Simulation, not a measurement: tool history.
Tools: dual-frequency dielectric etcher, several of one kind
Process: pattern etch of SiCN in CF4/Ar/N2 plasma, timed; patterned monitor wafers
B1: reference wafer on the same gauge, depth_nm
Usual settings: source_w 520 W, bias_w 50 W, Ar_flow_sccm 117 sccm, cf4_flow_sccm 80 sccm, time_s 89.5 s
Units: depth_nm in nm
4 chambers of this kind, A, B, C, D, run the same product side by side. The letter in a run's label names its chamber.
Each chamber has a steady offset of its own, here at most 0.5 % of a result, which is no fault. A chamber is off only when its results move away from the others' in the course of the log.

Run 1B, day 0.317: usual settings; B1 84.854. Result: depth_nm 77.084 nm.
At day 0.612: chamber D: wet clean of the chamber.
Run 2C, day 0.912: usual settings; B1 84.805. Result: depth_nm 77.419 nm.
Run 3D, day 1.362: usual settings; B1 84.773. Result: depth_nm 76.981 nm.
Run 4A, day 1.9: usual settings; B1 84.843. Result: depth_nm 76.856 nm.
Run 5D, day 2.429: usual settings; B1 84.836. Result: depth_nm 77.312 nm.
Run 6C, day 2.754: usual settings; B1 84.774. Result: depth_nm 76.696 nm.
Run 7A, day 3.208: usual settings but bias_w 55 W; B1 84.858. Result: depth_nm 79.152 nm.
Run 8B, day 3.683: usual settings but bias_w 55 W; B1 84.8. Result: depth_nm 79.809 nm.
Run 9C, day 4: usual settings but bias_w 55 W; B1 84.861. Result: depth_nm 79.165 nm.
Run 10B, day 4.45: usual settings but bias_w 55 W; B1 84.831. Result: depth_nm 79.722 nm.
Run 11A, day 4.779: usual settings but cf4_flow_sccm 99 sccm, time_s 66.5 s; B1 84.834. Result: depth_nm 58.69 nm.
Run 12D, day 5.138: usual settings but cf4_flow_sccm 99 sccm, time_s 66.5 s; B1 84.759. Result: depth_nm 59.402 nm.
At day 5.454: chamber A: Ar flow controller replaced.
Run 13A, day 5.725: usual settings but cf4_flow_sccm 99 sccm, time_s 66.5 s; B1 84.752. Result: depth_nm 59.515 nm.
Run 14D, day 6.308: usual settings but cf4_flow_sccm 99 sccm, time_s 66.5 s; B1 84.796. Result: depth_nm 59.074 nm.
Run 15B, day 6.892: usual settings; B1 84.813. Result: depth_nm 77.293 nm.
Run 16C, day 7.458: usual settings; B1 84.699. Result: depth_nm 77.082 nm.
Run 17D, day 7.767: usual settings; B1 84.802. Result: depth_nm 77.524 nm.
At day 7.996: chamber A: bias power generator calibrated.
Run 18A, day 8.167: usual settings; B1 84.858. Result: depth_nm 77.763 nm.
Run 19B, day 8.779: usual settings but bias_w 58 W; B1 84.892. Result: depth_nm 81.595 nm.
Run 20C, day 9.346: usual settings but bias_w 58 W; B1 84.862. Result: depth_nm 80.4 nm.
Run 21A, day 9.871: usual settings but bias_w 58 W; B1 84.768. Result: depth_nm 81.253 nm.
Run 22D, day 10.204: usual settings but bias_w 58 W; B1 84.844. Result: depth_nm 80.377 nm.
Run 23C, day 10.817: usual settings but bias_w 43 W; B1 84.812. Result: depth_nm 72.744 nm.
At day 10.983: chamber A: wet clean of the chamber.
Run 24B, day 11.425: usual settings but bias_w 43 W; B1 84.759. Result: depth_nm 73.384 nm.
Run 25B, day 12.033: usual settings but bias_w 43 W; B1 84.786. Result: depth_nm 73.989 nm.
Run 26A, day 12.608: usual settings but bias_w 43 W; B1 84.783. Result: depth_nm 73.606 nm.
Run 27D, day 13.121: usual settings; B1 84.762. Result: depth_nm 77.187 nm.
Run 28C, day 13.446: usual settings; B1 84.883. Result: depth_nm 76.377 nm.
Run 29C, day 13.958: usual settings; B1 84.841. Result: depth_nm 76.04 nm.
Run 30B, day 14.458: usual settings; B1 84.872. Result: depth_nm 77.107 nm.
Run 31D, day 14.783: usual settings; B1 84.816. Result: depth_nm 77.593 nm.
Run 32A, day 15.1: usual settings; B1 84.75. Result: depth_nm 77.279 nm.
Run 33B, day 15.458: usual settings; B1 84.806. Result: depth_nm 77.751 nm.
Run 34C, day 15.812: usual settings; B1 84.77. Result: depth_nm 75.272 nm.
Run 35A, day 16.238: usual settings; B1 84.783. Result: depth_nm 77.355 nm.
Run 36D, day 16.533: usual settings; B1 84.755. Result: depth_nm 77.345 nm.
Run 37D, day 16.829: usual settings; B1 84.813. Result: depth_nm 77.264 nm.

Is one chamber off against the others, does the gauge drift, or is nothing wrong? If a chamber is off, say which, and what the likeliest cause is.

Chamber C drifts away from the others.
Cause: source power that arrives under what is set, % = 2.68.
The log may not tell that from: etch rate under this chamber's usual, %.

Here are 4 candidates for chamber C's next run, each the usual settings with a change, their results left as question marks. Which one brings its results back in line with what the others give on the usual settings?
In line means no further than this from the other chambers' mean on the usual settings: depth_nm 1.1 nm
Run 38C-1, day 17.279: usual settings but source_w 530 W, time_s 92 s. Result: depth_nm ?.
Run 38C-2, day 17.279: usual settings but time_s 88 s. Result: depth_nm ?.
Run 38C-3, day 17.279: usual settings but cf4_flow_sccm 60 sccm. Result: depth_nm ?.
Run 38C-4, day 17.279: usual settings but bias_w 54 W. Result: depth_nm ?.

The other chambers' mean on the usual settings: depth_nm 77.173 nm
  run  depth_nm
38C-1    78.743
38C-2     74.05
38C-3    71.602
38C-4    77.168
38C-4 brings the chamber back in line.
